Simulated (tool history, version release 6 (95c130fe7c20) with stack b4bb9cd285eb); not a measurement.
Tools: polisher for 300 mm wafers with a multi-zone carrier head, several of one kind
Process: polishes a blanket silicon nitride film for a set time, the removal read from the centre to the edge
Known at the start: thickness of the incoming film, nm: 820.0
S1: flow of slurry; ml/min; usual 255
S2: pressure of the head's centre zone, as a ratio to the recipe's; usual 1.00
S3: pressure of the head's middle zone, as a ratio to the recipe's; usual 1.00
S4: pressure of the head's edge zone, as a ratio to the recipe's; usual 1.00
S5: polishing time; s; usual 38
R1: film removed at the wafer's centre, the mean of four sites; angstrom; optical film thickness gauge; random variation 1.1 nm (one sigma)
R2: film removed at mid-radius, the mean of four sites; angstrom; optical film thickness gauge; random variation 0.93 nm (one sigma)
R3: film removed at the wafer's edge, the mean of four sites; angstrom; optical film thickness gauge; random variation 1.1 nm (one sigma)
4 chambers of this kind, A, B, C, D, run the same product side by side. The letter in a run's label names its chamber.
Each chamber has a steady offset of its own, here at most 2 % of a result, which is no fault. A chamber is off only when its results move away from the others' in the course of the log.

run	hour	S1	S2	S3	S4	S5	R1	R2	R3
1A	8.6	255	1.00	1.00	1.00	38	892.46	905.47	928.73
2C	14.1	255	1.00	1.00	1.00	38	903.18	909.24	902.19
3D	18.3	255	1.00	1.00	1.00	38	933.39	914.81	913.20
# hour 19.0: chamber B: worn pad replaced by a new one
# hour 19.7: chamber A: worn pad replaced by a new one
4B	23.7	255	1.00	1.00	1.00	38	904.89	894.28	900.82
5B	29.5	255	1.00	1.00	1.00	38	914.60	889.37	915.06
6A	34.9	255	1.00	1.00	1.00	38	897.21	911.65	946.28
7D	40.3	255	1.00	1.00	0.96	38	891.23	916.12	871.28
8C	45.6	255	1.00	1.00	0.96	38	902.00	893.43	894.86
# hour 50.6: chamber C: worn pad replaced by a new one
# hour 51.7: chamber D: worn pad replaced by a new one
9D	52.0	255	1.00	1.00	0.96	38	908.22	928.72	891.84
10A	57.8	255	1.00	1.00	0.96	38	895.39	906.88	887.00
11B	63.5	255	1.00	1.00	1.00	38	887.88	904.06	917.32
# hour 66.1: chamber B: slurry nozzle cleaned
12C	70.4	255	1.00	1.00	1.00	38	909.02	910.94	907.55
# hour 74.0: chamber A: worn pad replaced by a new one
# hour 74.0: chamber B: worn pad replaced by a new one
13C	77.2	255	1.00	1.00	1.00	38	915.57	888.34	901.30
14A	83.3	255	1.00	1.00	1.00	38	888.05	893.43	931.91
15D	88.3	255	1.00	1.00	1.00	38	914.22	894.18	910.05
16B	92.1	255	1.00	1.00	1.00	38	916.12	894.78	920.06
17D	100.6	255	1.00	1.00	1.00	38	914.97	914.81	910.93
# hour 105.2: chamber D: worn pad replaced by a new one
18C	105.2	255	1.00	1.00	1.00	38	908.10	886.89	912.50
19B	110.0	255	1.00	1.00	0.90	26	627.23	613.47	592.25
20A	114.0	255	1.00	1.00	0.90	26	618.44	639.69	604.53
21C	118.8	255	1.00	1.00	0.90	26	606.09	630.34	599.08
# hour 120.0: chamber A: worn pad replaced by a new one
# hour 120.4: chamber B: worn pad replaced by a new one
22D	127.5	255	1.00	1.00	0.90	26	617.61	629.38	596.43
23B	136.4	255	1.00	1.00	1.00	38	911.77	895.90	915.65
24A	141.5	255	1.00	1.00	1.00	30	724.14	733.73	743.89
# hour 145.4: chamber C: worn pad replaced by a new one
# hour 145.4: chamber A: centre zone pressure recalibrated
25D	149.0	255	1.00	1.00	1.00	30	711.54	706.69	716.46
# hour 153.8: chamber D: worn pad replaced by a new one
26B	155.8	255	1.00	1.00	1.00	30	716.14	709.01	718.45
27C	160.0	255	1.00	1.00	1.00	30	695.46	720.57	719.95
28A	166.9	255	1.00	1.00	1.00	38	1004.50	912.74	908.86
# hour 169.7: chamber B: worn pad replaced by a new one
29C	174.0	255	1.00	1.00	1.00	38	920.75	889.61	914.34
# hour 176.2: chamber A: worn pad replaced by a new one
30B	181.2	255	1.00	1.00	1.00	38	891.64	899.53	911.02
31D	190.0	255	1.00	1.00	1.00	38	897.76	894.03	887.02
32A	195.2	255	1.00	1.00	1.00	38	1012.80	935.11	909.84
33D	203.3	255	1.00	1.00	1.00	38	910.69	908.59	906.05
# hour 210.0: chamber D: worn pad replaced by a new one
34A	210.8	255	1.00	1.00	1.00	38	991.34	901.16	938.90
35B	218.7	255	1.00	0.93	1.00	38	889.97	828.60	884.71
# hour 221.6: chamber B: worn pad replaced by a new one
# hour 225.1: chamber A: worn pad replaced by a new one
36C	225.8	255	1.00	0.93	1.00	38	890.02	840.77	894.19
# hour 227.3: chamber C: worn pad replaced by a new one
37B	230.0	255	1.00	0.93	1.00	38	919.91	832.81	924.35
38C	238.4	255	1.00	0.93	1.00	38	895.34	832.29	905.22
# hour 240.2: chamber D: edge zone pressure recalibrated
39A	246.0	255	1.00	1.00	1.00	38	1012.70	916.69	894.51
40D	252.1	255	1.00	1.00	1.00	38	898.00	893.88	903.06
41B	260.3	255	0.95	1.00	1.00	38	870.31	889.21	907.30

What goes on in this fleet: one chamber off, a drifting gauge, or nothing beyond the chambers' own small offsets? Name the chamber and the cause, if any.

A service left chamber A off against the others.
Cause: centre zone's pressure above its setpoint, % = 11.5.

Here are 4 candidates for chamber A's next run, each the usual settings with a change, their results left as question marks. Which one brings its results back in line with what the others give on the usual settings?
In line means no further than this from the other chambers' mean on the usual settings: R1 40.00 angstrom; R2 32.00 angstrom; R3 40.00 angstrom
42A-1	266.7	250	0.93	1.02	1.02	37	?	?	?
42A-2	266.7	260	1.07	0.98	0.98	39	?	?	?
42A-3	266.7	255	1.02	0.99	0.99	38	?	?	?
42A-4	266.7	255	0.98	1.01	1.01	38	?	?	?

The other chambers' mean on the usual settings: R1 905.41 angstrom; R2 900.56 angstrom; R3 906.89 angstrom
run	R1	R2	R3
42A-1	902.41	895.15	900.58
42A-2	1113.40	912.99	932.90
42A-3	1027.60	896.18	912.26
42A-4	983.86	912.87	921.74
42A-1 brings the chamber back in line.

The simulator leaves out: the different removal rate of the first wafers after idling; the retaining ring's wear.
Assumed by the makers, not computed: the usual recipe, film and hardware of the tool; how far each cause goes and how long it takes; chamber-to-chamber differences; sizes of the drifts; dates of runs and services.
